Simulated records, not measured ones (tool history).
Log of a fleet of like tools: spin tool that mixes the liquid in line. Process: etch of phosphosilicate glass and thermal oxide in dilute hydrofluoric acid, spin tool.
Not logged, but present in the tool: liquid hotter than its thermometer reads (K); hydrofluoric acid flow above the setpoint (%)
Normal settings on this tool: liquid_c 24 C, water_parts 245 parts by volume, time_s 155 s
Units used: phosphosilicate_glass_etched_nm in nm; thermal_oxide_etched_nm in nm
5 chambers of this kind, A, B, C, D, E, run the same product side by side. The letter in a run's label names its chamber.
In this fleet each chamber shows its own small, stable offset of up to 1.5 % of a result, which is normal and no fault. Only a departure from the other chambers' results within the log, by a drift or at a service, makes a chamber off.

run	hour	liquid_c	water_parts	time_s	hours since the thermometer was replaced	hours since the hydrofluoric acid flow meter was replaced	read-back film thickness of the phosphosilicate glass reference wafer, read on the same gauge (nm)	read-back film thickness of the thermal oxide reference wafer, read on the same gauge (nm)	phosphosilicate_glass_etched_nm	thermal_oxide_etched_nm
1B	6.4	24	245	155	688.4	567.9	30.006	79.990	41.472	2.5276
2C	13.4	24	245	155	401.2	547.5	29.984	79.960	41.336	2.5183
3E	20.9	24	245	155	984.7	140.0	29.964	80.018	41.233	2.5584
4A	28.1	24	245	155	747.4	686.8	29.994	80.030	41.206	2.4933
5D	33.2	24	245	155	1805.9	351.8	29.999	79.970	40.889	2.5543
6C	41.0	24	245	155	428.8	575.1	30.000	79.998	41.857	2.5094
7E	47.7	24	245	155	1011.5	166.8	30.017	80.037	42.020	2.5601
8D	56.6	24	245	155	1829.3	375.2	30.018	79.997	40.456	2.5060
9A	61.2	22	170	155	780.5	719.9	30.007	79.985	59.215	3.6054
10B	71.1	22	170	155	753.1	632.6	30.024	80.000	60.200	3.6905
11E	77.6	22	170	155	1041.4	196.7	29.961	80.007	60.739	3.7388
12A	82.0	22	170	155	801.3	740.7	30.002	80.005	58.888	3.6929
# hour 89.3: chamber C: hydrofluoric acid flow meter replaced
13D	91.9	22	170	155	1864.6	410.5	30.009	79.995	59.543	3.7602
14C	98.8	24	245	155	486.6	9.5	29.997	80.034	41.324	2.5461
15B	104.6	24	135	215	786.6	666.1	29.988	80.038	117.460	7.1937
16D	111.1	24	135	215	1883.8	429.7	30.021	80.000	114.410	7.4192
17B	116.8	24	135	215	798.8	678.3	29.993	79.964	117.800	7.1374
18E	125.3	24	135	215	1089.1	244.4	30.059	80.014	121.750	7.4470
19C	129.9	24	135	215	517.7	40.6	29.992	80.010	115.790	7.0369
20A	139.0	24	245	155	858.3	797.7	29.977	80.029	40.987	2.5158
21C	145.1	24	245	155	532.9	55.8	29.973	80.003	41.328	2.5240
22D	151.8	24	245	155	1924.5	470.4	29.957	80.001	40.205	2.5765
23A	156.2	24	245	155	875.5	814.9	30.039	79.992	40.654	2.5071
24E	162.2	24	245	155	1126.0	281.3	30.042	80.024	43.257	2.6550
25B	166.5	24	245	155	848.5	728.0	30.006	79.967	41.360	2.5305
26E	172.6	24	245	155	1136.4	291.7	30.019	80.019	43.008	2.6277
27B	181.9	24	245	155	863.9	743.4	30.058	80.007	40.869	2.4983
28A	191.1	24	245	155	910.4	849.8	29.983	79.987	40.749	2.5272
29C	198.7	24	245	155	586.5	109.4	29.966	80.010	41.235	2.5439
30D	204.1	24	245	155	1976.8	522.7	29.993	80.016	41.126	2.5327
31C	213.0	24	245	155	600.8	123.7	29.994	79.952	41.463	2.4890
32D	220.2	24	245	155	1992.9	538.8	29.975	80.018	40.757	2.5224
33A	227.6	24	245	155	946.9	886.3	30.005	80.008	41.256	2.5317
34E	232.3	24	245	155	1196.1	351.4	29.958	79.998	43.505	2.6469
35B	236.7	24	245	155	918.7	798.2	30.031	80.019	41.017	2.4826
36D	244.1	24	245	155	2016.8	562.7	29.995	79.980	40.914	2.5778
37C	252.0	24	245	155	639.8	162.7	29.973	80.000	40.693	2.4827
38B	260.0	24	245	155	942.0	821.5	29.985	80.042	41.133	2.4581
39E	265.1	24	245	155	1228.9	384.2	30.002	80.004	43.650	2.6627
40A	270.8	24	190	245	990.1	929.5	29.980	79.990	88.965	5.3665
41C	279.9	24	190	245	667.7	190.6	30.003	79.984	88.264	5.3956
42E	288.1	24	190	245	1251.9	407.2	30.018	80.029	95.457	5.8473
43B	294.1	24	190	245	976.1	855.6	29.991	79.995	90.619	5.3533

What goes on in this fleet: one chamber off, a drifting gauge, or nothing beyond the chambers' own small offsets? Name the chamber and the cause, if any.

Chamber E drifts away from the others.
Likeliest cause: liquid hotter than its thermometer reads (K) = 1.62.
The log may not separate it from: hydrofluoric acid flow above the setpoint (%).

Here are 4 candidates for chamber E's next run, each the usual settings with a change, their results left as question marks. Which one brings its results back in line with what the others give on the usual settings?
Maximum distance from the other chambers' mean on the usual settings for a result to count as in line: phosphosilicate_glass_etched_nm 1.200 nm; thermal_oxide_etched_nm 0.1300 nm
44E-1	301.2	24	240	160					?	?
44E-2	301.2	24	250	150					?	?
44E-3	301.2	24	250	155					?	?
44E-4	301.2	24	240	155					?	?

The other chambers' mean on the usual settings: phosphosilicate_glass_etched_nm 41.100 nm; thermal_oxide_etched_nm 2.5320 nm
run	phosphosilicate_glass_etched_nm	thermal_oxide_etched_nm
44E-1	46.442	2.8703
44E-2	41.352	2.5557
44E-3	42.731	2.6409
44E-4	44.991	2.7806
The answer is 44E-2, which returns the chamber to within the allowed miss of the others.
